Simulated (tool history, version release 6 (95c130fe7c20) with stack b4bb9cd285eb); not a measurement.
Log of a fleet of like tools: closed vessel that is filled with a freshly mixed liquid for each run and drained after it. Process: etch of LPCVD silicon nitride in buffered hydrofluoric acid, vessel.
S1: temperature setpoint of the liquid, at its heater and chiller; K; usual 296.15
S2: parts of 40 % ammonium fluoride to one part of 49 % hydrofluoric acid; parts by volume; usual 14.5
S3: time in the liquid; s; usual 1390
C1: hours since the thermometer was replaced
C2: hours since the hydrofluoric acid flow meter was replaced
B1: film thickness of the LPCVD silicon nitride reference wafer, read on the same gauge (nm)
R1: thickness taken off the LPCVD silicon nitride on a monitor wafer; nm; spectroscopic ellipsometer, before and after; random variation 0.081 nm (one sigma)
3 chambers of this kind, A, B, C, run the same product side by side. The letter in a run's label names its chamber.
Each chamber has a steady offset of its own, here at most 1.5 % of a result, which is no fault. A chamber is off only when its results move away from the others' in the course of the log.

run   hour      S1    S2    S3      C1      C2      B1      R1
 1A     15  296.15  14.5  1390  1880.7   760.1  129.99  13.068
 2C   24.3  296.15  14.5  1390   325.7   794.6  129.99  12.866
 3B   36.5  296.15  14.5  1390  1034.7  1316.1  129.92  12.954
 4B   51.6  296.15  14.5  1390  1049.8  1331.2  129.96  13.068
      58.1  -- chamber A: thermometer replaced
 5C   58.6  296.15  14.5  1390     360   828.9  129.99  13.116
 6A   71.8  296.15  14.5  1390    13.7   816.9  129.98  12.996
 7A   85.8  296.15  14.5  1390    27.7   830.9  130.03   13.24
 8B   93.1  296.15  14.5  1390  1091.3  1372.7  129.99  13.036
 9C  101.1  296.15  14.5  1390   402.5   871.4  130.03  13.273
10B  109.4  296.15  14.5  1390  1107.6    1389  129.97  13.032
11A    118  296.15    12  1775    59.9   863.1  129.95   19.98
12C  128.7  296.15    12  1775   430.1     899  130.01  20.639
13C  144.1  296.15    12  1775   445.5   914.4  130.06  20.453
14A  152.4  296.15  14.5  1390    94.3   897.5  130.06  13.138
15B  164.5  296.15  14.5  1390  1162.7  1444.1  129.95  13.037
16C  176.1  296.15  14.5  1390   477.5   946.4  130.01  13.444
17B  187.9  296.15  14.5  1390  1186.1  1467.5     130  13.019
18A  200.3  296.15    11  1390   142.2   945.4  129.96  16.997
19A  208.9  296.15    11  1390   150.8     954  130.01    17.1
       216  -- chamber B: hydrofluoric acid flow meter replaced
20C  220.7  296.15    11  1390   522.1     991     130  17.649
21B  227.8  296.15  14.5  1390    1226    11.8  130.01  12.935
22B  243.9  296.15  14.5  1390  1242.1    27.9  129.93  13.036
23C  255.9  296.15  14.5   635   557.3  1026.2  129.98  6.2467
24A  267.1  296.15  14.5   635     209  1012.2  129.96  5.9314
25C  274.6  296.15  14.5   635     576  1044.9  129.99  6.2639
26A  285.1  296.15  14.5  1390     227  1030.2  130.03  12.935
27B  301.4  296.15  14.5  1390  1299.6    85.4  130.03  13.098
28B  312.2  296.15  14.5  1390  1310.4    96.2  130.01  13.044
29A  325.5  296.15  14.5  1390   267.4  1070.6     130  13.133
30C  337.6  296.15  14.5  1760     639  1107.9  130.06  17.583

Next, every chamber runs the same settings. What will each give?
31A  349.2  296.15  14.5  570               ?
31B  349.2  296.15  14.5  570               ?
31C  349.2  296.15  14.5  570               ?

run      R1
31A   5.348
31B  5.3608
31C  5.7014
